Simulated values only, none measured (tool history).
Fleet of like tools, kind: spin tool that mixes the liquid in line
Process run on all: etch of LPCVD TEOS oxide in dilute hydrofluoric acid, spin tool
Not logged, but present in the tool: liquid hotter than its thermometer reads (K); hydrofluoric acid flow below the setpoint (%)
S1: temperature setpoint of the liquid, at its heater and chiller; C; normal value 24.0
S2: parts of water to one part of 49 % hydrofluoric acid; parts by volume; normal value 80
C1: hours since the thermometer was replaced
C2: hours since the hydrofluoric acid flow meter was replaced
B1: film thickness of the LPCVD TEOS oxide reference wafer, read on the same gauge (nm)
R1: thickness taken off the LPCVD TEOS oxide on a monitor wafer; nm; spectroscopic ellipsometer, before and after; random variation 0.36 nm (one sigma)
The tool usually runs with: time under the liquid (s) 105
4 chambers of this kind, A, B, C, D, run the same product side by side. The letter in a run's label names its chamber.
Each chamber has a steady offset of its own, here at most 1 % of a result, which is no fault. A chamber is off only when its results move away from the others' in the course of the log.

Run 1D, day 0.325: usual settings; C1 1753.3; C2 394.4; B1 100.020. Result: R1 41.730 nm.
Run 2B, day 0.654: usual settings; C1 195.3; C2 200.5; B1 99.998. Result: R1 41.685 nm.
Run 3A, day 0.929: usual settings; C1 1201.5; C2 962.2; B1 100.020. Result: R1 41.924 nm.
Run 4C, day 1.229: usual settings; C1 173.6; C2 178.5; B1 100.000. Result: R1 41.353 nm.
Run 5D, day 1.817: usual settings; C1 1789.1; C2 430.2; B1 99.986. Result: R1 42.103 nm.
Run 6A, day 2.312: usual settings; C1 1234.7; C2 995.4; B1 99.997. Result: R1 41.159 nm.
Run 7B, day 2.567: usual settings; C1 241.2; C2 246.4; B1 99.999. Result: R1 41.300 nm.
Run 8C, day 3.033: usual settings; C1 216.9; C2 221.8; B1 100.020. Result: R1 40.739 nm.
Run 9C, day 3.392: usual settings but time under the liquid (s) 150; C1 225.5; C2 230.4; B1 100.000. Result: R1 59.288 nm.
Run 10B, day 3.742: usual settings but time under the liquid (s) 150; C1 269.4; C2 274.6; B1 100.010. Result: R1 58.608 nm.
Run 11D, day 4.329: usual settings but time under the liquid (s) 150; C1 1849.4; C2 490.5; B1 99.997. Result: R1 60.003 nm.
Run 12A, day 4.800: usual settings but time under the liquid (s) 150; C1 1294.4; C2 1055.1; B1 100.010. Result: R1 59.237 nm.
Run 13B, day 5.250: usual settings; C1 305.6; C2 310.8; B1 99.990. Result: R1 41.009 nm.
Run 14C, day 5.571: usual settings but S1 19.5 C; C1 277.8; C2 282.7; B1 99.968. Result: R1 34.557 nm.
Run 15D, day 6.146: usual settings but S1 19.5 C; C1 1893.0; C2 534.1; B1 99.988. Result: R1 34.816 nm.
Run 16A, day 6.425: usual settings but S1 19.5 C; C1 1333.4; C2 1094.1; B1 100.030. Result: R1 34.521 nm.
Run 17D, day 6.958: usual settings but S1 19.5 C; C1 1912.5; C2 553.6; B1 100.010. Result: R1 34.869 nm.
Run 18C, day 7.367: usual settings but S1 20.0 C, time under the liquid (s) 140; C1 320.9; C2 325.8; B1 99.983. Result: R1 45.789 nm.
Run 19A, day 7.821: usual settings but S1 20.0 C, time under the liquid (s) 140; C1 1366.9; C2 1127.6; B1 100.020. Result: R1 46.900 nm.
Run 20B, day 8.183: usual settings but S1 20.0 C, time under the liquid (s) 140; C1 376.0; C2 381.2; B1 100.000. Result: R1 46.440 nm.
Run 21B, day 8.762: usual settings but S1 20.0 C, time under the liquid (s) 140; C1 389.9; C2 395.1; B1 100.000. Result: R1 47.158 nm.
Run 22C, day 9.108: usual settings; C1 362.7; C2 367.6; B1 100.010. Result: R1 39.400 nm.
Run 23D, day 9.529: usual settings; C1 1974.2; C2 615.3; B1 100.010. Result: R1 42.275 nm.
Run 24A, day 10.012: usual settings; C1 1419.5; C2 1180.2; B1 99.997. Result: R1 40.809 nm.
Run 25C, day 10.575: usual settings but S2 110 parts by volume, time under the liquid (s) 85; C1 397.9; C2 402.8; B1 99.999. Result: R1 21.683 nm.
Run 26A, day 11.008: usual settings but S2 110 parts by volume, time under the liquid (s) 85; C1 1443.4; C2 1204.1; B1 100.030. Result: R1 23.419 nm.
Run 27B, day 11.450: usual settings but S2 110 parts by volume, time under the liquid (s) 85; C1 454.4; C2 459.6; B1 100.020. Result: R1 23.732 nm.
Run 28D, day 11.812: usual settings but S2 110 parts by volume, time under the liquid (s) 85; C1 2029.0; C2 670.1; B1 99.995. Result: R1 23.806 nm.
Run 29B, day 12.254: usual settings; C1 473.7; C2 478.9; B1 99.988. Result: R1 41.483 nm.
Run 30A, day 12.662: usual settings; C1 1483.1; C2 1243.8; B1 99.984. Result: R1 40.609 nm.
Run 31D, day 13.092: usual settings; C1 2059.7; C2 700.8; B1 100.030. Result: R1 42.126 nm.
Run 32C, day 13.496: usual settings but time under the liquid (s) 135; C1 468.0; C2 472.9; B1 99.996. Result: R1 48.115 nm.
Run 33C, day 13.838: usual settings but time under the liquid (s) 135; C1 476.2; C2 481.1; B1 100.030. Result: R1 47.374 nm.
Run 34D, day 14.204: usual settings but time under the liquid (s) 135; C1 2086.4; C2 727.5; B1 100.010. Result: R1 53.492 nm.
Run 35B, day 14.750: usual settings but time under the liquid (s) 135; C1 533.6; C2 538.8; B1 100.020. Result: R1 52.484 nm.

Is one chamber off against the others, does the gauge drift, or is nothing wrong? If a chamber is off, say which, and what the likeliest cause is.

Little by little, chamber C moves away from the other chambers.
What lies behind it: hydrofluoric acid flow below the setpoint (%) = 10.3.
It could be hard to tell apart here from: liquid colder than its thermometer reads (K).

Below are 4 candidate recipes for chamber C's next run, each the usual settings with a change, their results shown as question marks. Which of them brings C's results back in line with what the other chambers give on the usual settings?
A result is in line if it is within this distance of the other chambers' mean on the usual settings: R1 1.300 nm
Run 36C-1, day 15.171: usual settings but S1 27.5 C. Result: R1 ?.
Run 36C-2, day 15.171: usual settings but S1 23.5 C, S2 85 parts by volume, time under the liquid (s) 90. Result: R1 ?.
Run 36C-3, day 15.171: usual settings but S1 24.5 C, S2 65 parts by volume. Result: R1 ?.
Run 36C-4, day 15.171: usual settings but S2 90 parts by volume. Result: R1 ?.

Other chambers, usual settings, mean: R1 41.513 nm
  run      R1
36C-1  41.741
36C-2  28.604
36C-3  46.909
36C-4  31.889
36C-1 brings the chamber back in line.

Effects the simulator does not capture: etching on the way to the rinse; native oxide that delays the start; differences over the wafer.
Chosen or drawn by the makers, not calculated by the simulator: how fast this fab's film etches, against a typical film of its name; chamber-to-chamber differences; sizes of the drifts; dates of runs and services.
